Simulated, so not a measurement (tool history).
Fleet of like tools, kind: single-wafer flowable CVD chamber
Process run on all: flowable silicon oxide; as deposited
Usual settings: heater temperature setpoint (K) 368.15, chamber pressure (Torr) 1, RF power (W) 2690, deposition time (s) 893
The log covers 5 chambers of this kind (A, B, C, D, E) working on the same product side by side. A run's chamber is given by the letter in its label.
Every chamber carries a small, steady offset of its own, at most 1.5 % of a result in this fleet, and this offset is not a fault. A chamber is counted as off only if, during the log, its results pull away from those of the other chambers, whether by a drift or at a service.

run     day  heater temperature setpoint (K)  chamber pressure (Torr)  RF power (W)  deposition time (s)  read-back reference wafer on the same gauge, thickness_nm  mean film thickness on the monitor wafer (nm)
 1D   0.296                           368.15                        1          2690                  893                                                     829.29                                          886.8
 2A   0.633                           368.15                        1          2690                  893                                                     828.83                                         882.53
 3C   0.854                           368.15                        1          2690                  893                                                      829.3                                         892.22
 4E   1.296                           368.15                        1          2690                  893                                                     828.91                                         877.69
 5B   1.533                           368.15                     1.19          2690                  893                                                     828.89                                         1088.8
 6D   1.862                           368.15                     1.19          2690                  893                                                     828.26                                         1075.6
 7E   2.229                           368.15                     1.19          2690                  893                                                     829.63                                           1063
 8C   2.504                           368.15                     1.19          2690                  893                                                     828.84                                         1090.3
 9A   2.792                           368.15                     1.19          2690                  893                                                     828.69                                         1080.8
10B   3.238                           368.15                        1          2690                  893                                                     828.53                                         892.85
11E   3.688                           368.15                        1          2690                  893                                                     828.83                                         874.12
12D   3.996                           368.15                        1          2690                  893                                                     828.49                                         883.16
13C   4.271                           368.15                        1          2690                  893                                                     829.17                                         893.36
14A   4.742                           368.15                        1          2910                  893                                                     829.09                                         890.09
15B   4.971                           368.15                        1          2910                  893                                                     828.77                                         895.64
16D   5.379                           368.15                        1          2910                  893                                                     829.85                                          894.5
17B   5.775                           368.15                        1          2910                  893                                                     828.92                                          895.7
18E   6.004                           368.15                        1          2910                  893                                                     829.11                                         881.39
19C   6.392                           368.15                        1          2690                  893                                                     828.94                                          893.5
20A   6.771                           368.15                        1          2690                  893                                                     829.77                                         873.94
       7.15  -- chamber B: thermocouple changed; heater temperature recalibrated
21E   7.217                           368.15                        1          2690                  893                                                      829.4                                         870.36
22A   7.646                           368.15                        1          2690                  893                                                     829.27                                         889.34
23C   7.942                           368.15                        1          2690                  893                                                     828.75                                         895.68
24B   8.188                           368.15                        1          2690                  893                                                     828.89                                         921.57
      8.375  -- chamber B: capacitance manometer re-zeroed and calibrated
25D   8.608                           368.15                        1          2690                  893                                                     829.49                                         881.37
      8.854  -- chamber E: capacitance manometer re-zeroed and calibrated
26A   9.021                           368.15                        1          2690                  893                                                     828.38                                         878.06
27D   9.246                           368.15                        1          2690                  893                                                     829.31                                         877.43
28E   9.725                           368.15                        1          2690                  893                                                     828.75                                         872.49
29C  10.167                           368.15                        1          2690                  893                                                     828.24                                         895.05
30B  10.392                           368.15                        1          2690                  893                                                     829.56                                         920.19
     10.483  -- chamber E: thermocouple changed; heater temperature recalibrated
31B  10.804                           368.15                        1          2690                  893                                                     828.76                                         924.86
32A  11.175                           368.15                      0.8          2185                  893                                                     829.59                                         654.61
33D  11.638                           368.15                      0.8          2185                  893                                                     828.84                                         653.69
34C  11.938                           368.15                      0.8          2185                  893                                                     828.99                                          655.6
35E  12.383                           368.15                      0.8          2185                  893                                                     828.71                                         642.36
36D  12.692                           368.15                      0.8          2185                  893                                                     828.72                                         650.01
37C  13.158                           368.15                        1          2690                  893                                                     829.09                                         888.68
38B  13.612                           373.15                        1          2690                 1005                                                     828.39                                         887.15
39E  13.892                           373.15                        1          2690                 1005                                                     828.83                                         833.75
40A  14.204                           373.15                        1          2690                 1005                                                     828.65                                          836.7

Next, every chamber runs the same settings. What will each give?
41A  14.546                           368.15                        1          2690                  893                                                                                                         ?
41B  14.546                           368.15                        1          2690                  893                                                                                                         ?
41C  14.546                           368.15                        1          2690                  893                                                                                                         ?
41D  14.546                           368.15                        1          2690                  893                                                                                                         ?
41E  14.546                           368.15                        1          2690                  893                                                                                                         ?

run  mean film thickness on the monitor wafer (nm)
41A                                         873.26
41B                                         929.92
41C                                         889.63
41D                                         887.73
41E                                         872.89
